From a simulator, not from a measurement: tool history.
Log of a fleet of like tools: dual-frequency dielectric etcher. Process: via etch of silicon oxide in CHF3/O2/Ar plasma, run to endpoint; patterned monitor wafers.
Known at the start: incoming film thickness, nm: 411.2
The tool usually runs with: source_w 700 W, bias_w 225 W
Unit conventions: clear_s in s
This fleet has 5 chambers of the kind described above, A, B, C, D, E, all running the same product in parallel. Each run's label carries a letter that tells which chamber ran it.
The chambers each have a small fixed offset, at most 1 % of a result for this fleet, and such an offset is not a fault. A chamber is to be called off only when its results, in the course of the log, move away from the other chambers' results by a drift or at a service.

Run 1E, hour 4.8: usual settings. Result: clear_s 184.38 s.
Run 2B, hour 8: usual settings. Result: clear_s 183.02 s.
Run 3D, hour 12.6: usual settings. Result: clear_s 182.49 s.
At hour 15: chamber A: bias power generator calibrated.
At hour 16.4: chamber D: wet clean of the chamber.
Run 4A, hour 17.8: usual settings. Result: clear_s 178.49 s.
Run 5C, hour 23.1: usual settings. Result: clear_s 181.84 s.
Run 6D, hour 26.9: usual settings. Result: clear_s 182.69 s.
Run 7A, hour 30.4: usual settings. Result: clear_s 179.67 s.
Run 8C, hour 35.1: usual settings but source_w 760 W. Result: clear_s 174.15 s.
Run 9E, hour 40.6: usual settings but source_w 760 W. Result: clear_s 175.53 s.
Run 10B, hour 45: usual settings but source_w 760 W. Result: clear_s 179.2 s.
Run 11D, hour 48.7: usual settings but source_w 760 W. Result: clear_s 175.02 s.
At hour 51.8: chamber C: wet clean of the chamber.
Run 12C, hour 52.2: usual settings but source_w 760 W. Result: clear_s 173.47 s.
Run 13B, hour 56.4: usual settings. Result: clear_s 182.79 s.
Run 14E, hour 61.4: usual settings but source_w 600 W. Result: clear_s 194.72 s.
Run 15A, hour 66.3: usual settings but source_w 600 W. Result: clear_s 191.41 s.
At hour 66.7: chamber A: wet clean of the chamber.
Run 16B, hour 69: usual settings but source_w 600 W. Result: clear_s 195.88 s.
Run 17E, hour 72.6: usual settings but source_w 600 W. Result: clear_s 194.93 s.
Run 18D, hour 77.9: usual settings but source_w 600 W. Result: clear_s 191.11 s.
Run 19C, hour 83.6: usual settings. Result: clear_s 181.28 s.
Run 20A, hour 87: usual settings but source_w 560 W, bias_w 171 W. Result: clear_s 215.86 s.
Run 21A, hour 90.9: usual settings but source_w 560 W, bias_w 171 W. Result: clear_s 215.17 s.
Run 22E, hour 96.8: usual settings but source_w 560 W, bias_w 171 W. Result: clear_s 219.75 s.
Run 23C, hour 101.3: usual settings but source_w 560 W, bias_w 171 W. Result: clear_s 216.74 s.
Run 24D, hour 107.3: usual settings but source_w 560 W, bias_w 171 W. Result: clear_s 219.14 s.
Run 25B, hour 113.2: usual settings. Result: clear_s 180.68 s.
Run 26E, hour 119: usual settings. Result: clear_s 184.88 s.
Run 27C, hour 124.3: usual settings. Result: clear_s 182.65 s.
Run 28A, hour 127.6: usual settings. Result: clear_s 181.91 s.
Run 29B, hour 131.2: usual settings. Result: clear_s 181.06 s.
Run 30D, hour 135.4: usual settings. Result: clear_s 180.49 s.
Run 31D, hour 138.1: usual settings. Result: clear_s 182.76 s.

Each of the 5 chambers runs these same settings next. Fill in every chamber's results:
Run 32A, hour 142.4: usual settings. Result: clear_s ?.
Run 32B, hour 142.4: usual settings. Result: clear_s ?.
Run 32C, hour 142.4: usual settings. Result: clear_s ?.
Run 32D, hour 142.4: usual settings. Result: clear_s ?.
Run 32E, hour 142.4: usual settings. Result: clear_s ?.

run  clear_s
32A   181.63
32B   182.92
32C   181.18
32D   183.09
32E   182.53

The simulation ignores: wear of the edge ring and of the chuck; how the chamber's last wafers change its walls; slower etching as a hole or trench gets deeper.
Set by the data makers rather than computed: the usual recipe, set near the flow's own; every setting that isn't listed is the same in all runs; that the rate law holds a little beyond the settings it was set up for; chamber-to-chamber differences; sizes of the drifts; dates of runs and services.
